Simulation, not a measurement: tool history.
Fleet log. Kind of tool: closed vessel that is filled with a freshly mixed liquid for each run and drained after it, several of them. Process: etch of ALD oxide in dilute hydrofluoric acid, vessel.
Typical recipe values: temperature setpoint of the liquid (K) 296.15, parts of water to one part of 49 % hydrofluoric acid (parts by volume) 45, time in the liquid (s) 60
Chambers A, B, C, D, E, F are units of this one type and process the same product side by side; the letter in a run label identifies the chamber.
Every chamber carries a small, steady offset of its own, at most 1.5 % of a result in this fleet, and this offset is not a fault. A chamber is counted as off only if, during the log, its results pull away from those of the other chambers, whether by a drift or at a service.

run	hour	temperature setpoint of the liquid (K)	parts of water to one part of 49 % hydrofluoric acid (parts by volume)	time in the liquid (s)	read-back film thickness of the ALD oxide reference wafer, read on the same gauge (nm)	thickness taken off the ALD oxide on a monitor wafer (Å)
1C	5.3	296.15	45	60	109.99	306.08
2B	10.5	296.15	45	60	109.99	311.56
3A	13.6	296.15	45	60	109.99	315.62
4F	16.8	296.15	45	60	109.98	305.34
5D	20.7	296.15	45	60	109.99	305.58
6E	24.9	296.15	45	60	110.02	307.63
7E	28.3	297.65	55	60	110.01	268.65
8A	32.0	297.65	55	60	110.01	270.03
# hour 32.5: chamber A: hydrofluoric acid flow meter replaced
9D	35.6	297.65	55	60	109.99	267.05
10B	42.2	297.65	55	60	110.02	267.74
# hour 44.9: chamber C: hydrofluoric acid flow meter replaced
11F	46.9	297.65	55	60	110.02	265.69
12C	51.5	297.65	55	60	110.00	262.12
13C	57.4	296.15	45	60	110.02	309.18
14A	61.0	296.15	45	60	109.99	312.13
15B	68.1	296.15	45	60	110.01	305.16
16F	72.1	296.15	45	60	110.01	311.17
17E	76.3	296.15	45	60	109.96	314.64
18D	81.9	296.15	45	60	110.03	307.56
19B	88.9	296.15	45	60	109.96	298.46
20C	92.5	296.15	45	60	110.00	307.16
21D	96.4	296.15	45	60	110.02	309.67
22F	103.2	296.15	45	60	109.99	309.89
23A	108.2	296.15	45	60	110.02	313.08
24E	112.7	296.15	45	60	110.00	308.30
25C	116.6	296.15	45	60	110.01	311.84
26A	120.1	296.15	45	60	110.04	314.24
27E	126.3	296.15	45	60	110.01	309.91
28B	130.3	296.15	45	45	109.98	223.67
29F	137.5	296.15	45	45	110.00	230.56
30D	142.5	296.15	45	45	109.98	230.82
31F	146.7	296.15	45	45	110.00	232.04
32A	150.4	296.15	45	45	110.00	234.27
33E	157.1	296.15	45	45	110.01	229.78
34B	164.1	296.15	45	60	109.99	294.49
35D	168.5	296.15	45	60	110.02	308.16
36C	172.5	296.15	45	60	110.03	303.00
37B	176.2	296.15	45	60	110.01	290.10
38A	181.1	296.15	45	60	109.97	316.90
39F	184.3	296.15	45	60	109.96	313.93
40D	189.8	296.15	45	60	109.99	309.25
41C	194.1	296.15	45	60	109.99	307.19
42E	200.9	296.15	45	60	109.99	308.68
43A	207.7	296.15	45	60	110.00	311.59
44E	212.5	298.65	45	85	110.00	485.91

Read the log: is a single chamber off, either drifting away or since a service, is the gauge that measures every chamber drifting, or is nothing wrong beyond small per-chamber offsets? Name any odd chamber and what most likely caused it.

One chamber, B, drifts off from the rest bit by bit.
What lies behind it: hydrofluoric acid flow below the setpoint (%) = 6.86.
The log may not separate it from: liquid colder than its thermometer reads (K).

Below are 4 candidate recipes for chamber B's next run, each the usual settings with a change, their results shown as question marks. Which of them brings B's results back in line with what the other chambers give on the usual settings?
In line means no further than this from the other chambers' mean on the usual settings: thickness taken off the ALD oxide on a monitor wafer (Å) 10.00
45B-1	217.7	296.15	45	55		?
45B-2	217.7	296.15	45	70		?
45B-3	217.7	295.15	50	60		?
45B-4	217.7	298.15	45	60		?

Other chambers, usual settings, mean: thickness taken off the ALD oxide on a monitor wafer (Å) 309.04
run	thickness taken off the ALD oxide on a monitor wafer (Å)
45B-1	263.53
45B-2	335.40
45B-3	246.74
45B-4	311.81
45B-4 puts the chamber back in line with the other chambers.

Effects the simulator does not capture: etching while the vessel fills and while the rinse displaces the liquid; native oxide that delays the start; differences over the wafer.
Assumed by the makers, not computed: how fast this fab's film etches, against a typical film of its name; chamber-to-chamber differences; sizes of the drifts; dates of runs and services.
